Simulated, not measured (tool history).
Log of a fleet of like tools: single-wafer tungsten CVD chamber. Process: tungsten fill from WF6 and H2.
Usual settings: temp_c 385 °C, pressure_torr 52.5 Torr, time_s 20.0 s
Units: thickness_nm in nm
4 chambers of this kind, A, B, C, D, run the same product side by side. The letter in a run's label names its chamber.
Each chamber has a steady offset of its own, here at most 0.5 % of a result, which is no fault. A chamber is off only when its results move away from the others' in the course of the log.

run   hour  temp_c  pressure_torr  time_s  hours since the last thermocouple change  hours since the last manometer calibration  read-back reference wafer on the same gauge, thickness_nm  thickness_nm
 1A    4.5     385           52.5    20.0                                    2024.8                                       579.2                                                     46.743        56.003
 2D   10.1     385           52.5    20.0                                     944.3                                       306.0                                                     46.755        56.435
 3B   13.5     385           52.5    20.0                                     778.4                                       993.9                                                     46.773        56.637
 4C   18.7     385           52.5    20.0                                    1679.2                                        75.1                                                     46.683        56.531
 5B   22.5     385           41.7    16.3                                     787.4                                      1002.9                                                     46.677        41.372
 6C   28.9     385           41.7    16.3                                    1689.4                                        85.3                                                     46.724        41.362
 7A   33.7     385           41.7    16.3                                    2054.0                                       608.4                                                     46.685        41.150
 8D   38.9     385           41.7    16.3                                     973.1                                       334.8                                                     46.732        41.771
 9B   44.8     393           52.5    20.0                                     809.7                                      1025.2                                                     46.699        65.501
10C   50.1     393           52.5    20.0                                    1710.6                                       106.5                                                     46.693        65.612
11A   57.4     393           52.5    20.0                                    2077.7                                       632.1                                                     46.661        65.792
12D   61.2     393           52.5    20.0                                     995.4                                       357.1                                                     46.665        66.500
13A   67.9     391           52.5    23.0                                    2088.2                                       642.6                                                     46.737        72.894
14C   72.0     391           52.5    23.0                                    1732.5                                       128.4                                                     46.666        73.188
15D   76.1     391           52.5    23.0                                    1010.3                                       372.0                                                     46.777        73.724
16B   81.1     391           52.5    23.0                                     846.0                                      1061.5                                                     46.720        73.291
17D   87.9     385           52.5    20.0                                    1022.1                                       383.8                                                     46.646        56.576
18A   94.0     385           52.5    20.0                                    2114.3                                       668.7                                                     46.693        56.303
19B   98.2     385           52.5    20.0                                     863.1                                      1078.6                                                     46.680        56.521
20C  102.9     375           52.5    22.8                                    1763.4                                       159.3                                                     46.713        52.343
21A  110.1     375           52.5    22.8                                    2130.4                                       684.8                                                     46.728        52.413
22B  116.5     375           52.5    22.8                                     881.4                                      1096.9                                                     46.751        53.000
23C  122.8     375           52.5    22.8                                    1783.3                                       179.2                                                     46.634        52.259
24D  129.0     385           52.5    20.0                                    1063.2                                       424.9                                                     46.635        56.599
25D  133.3     385           52.5    20.0                                    1067.5                                       429.2                                                     46.683        56.593
26C  138.0     385           52.5    20.0                                    1798.5                                       194.4                                                     46.648        55.718
27A  142.7     374           46.8    20.0                                    2163.0                                       717.4                                                     46.678        42.598
     143.7  -- chamber A: thermocouple changed; heater temperature recalibrated
28B  147.7     374           46.8    20.0                                     912.6                                      1128.1                                                     46.707        43.025
29D  154.4     374           46.8    20.0                                    1088.6                                       450.3                                                     46.724        42.808
30A  159.9     374           46.8    20.0                                      16.3                                       734.6                                                     46.700        42.756
31B  165.3     385           52.5    20.0                                     930.2                                      1145.7                                                     46.719        56.739
32C  170.3     391           64.6    20.0                                    1830.8                                       226.7                                                     46.675        67.671
33A  175.7     391           64.6    20.0                                      32.1                                       750.4                                                     46.725        68.922
34C  179.2     391           64.6    20.0                                    1839.7                                       235.6                                                     46.699        68.210
35B  184.0     391           64.6    20.0                                     948.9                                      1164.4                                                     46.708        69.768
36D  190.2     385           52.5    21.2                                    1124.4                                       486.1                                                     46.687        59.680
37A  197.9     385           52.5    21.2                                      54.3                                       772.6                                                     46.650        59.132
38C  204.2     385           52.5    21.2                                    1864.7                                       260.6                                                     46.715        58.371
39B  210.9     385           52.5    21.2                                     975.8                                      1191.3                                                     46.690        60.293
40D  217.8     385           52.5    20.0                                    1152.0                                       513.7                                                     46.733        56.817
41A  224.4     385           52.5    20.0                                      80.8                                       799.1                                                     46.718        56.211
42C  232.1     385           52.5    20.0                                    1892.6                                       288.5                                                     46.714        54.755
43D  236.8     385           52.5    20.0                                    1171.0                                       532.7                                                     46.726        56.729

Is one chamber off against the others, does the gauge drift, or is nothing wrong? If a chamber is off, say which, and what the likeliest cause is.

Chamber C drifts away from the others.
Cause: wafer temperature below the value expected at the setpoint (K) = 1.7.
The log may not tell that from: true pressure below the setpoint (%).

Here are 4 candidates for chamber C's next run, each the usual settings with a change, their results left as question marks. Which one brings its results back in line with what the others give on the usual settings?
In line means no further than this from the other chambers' mean on the usual settings: thickness_nm 0.850 nm
44C-1  242.4     385           52.3    19.9                                                                                                                                                              ?
44C-2  242.4     384           52.5    19.7                                                                                                                                                              ?
44C-3  242.4     385           52.6    20.1                                                                                                                                                              ?
44C-4  242.4     385           52.5    20.7                                                                                                                                                              ?

The other chambers' mean on the usual settings: thickness_nm 56.488 nm
  run  thickness_nm
44C-1        54.153
44C-2        52.652
44C-3        54.839
44C-4        56.436
44C-4 brings the chamber back in line.
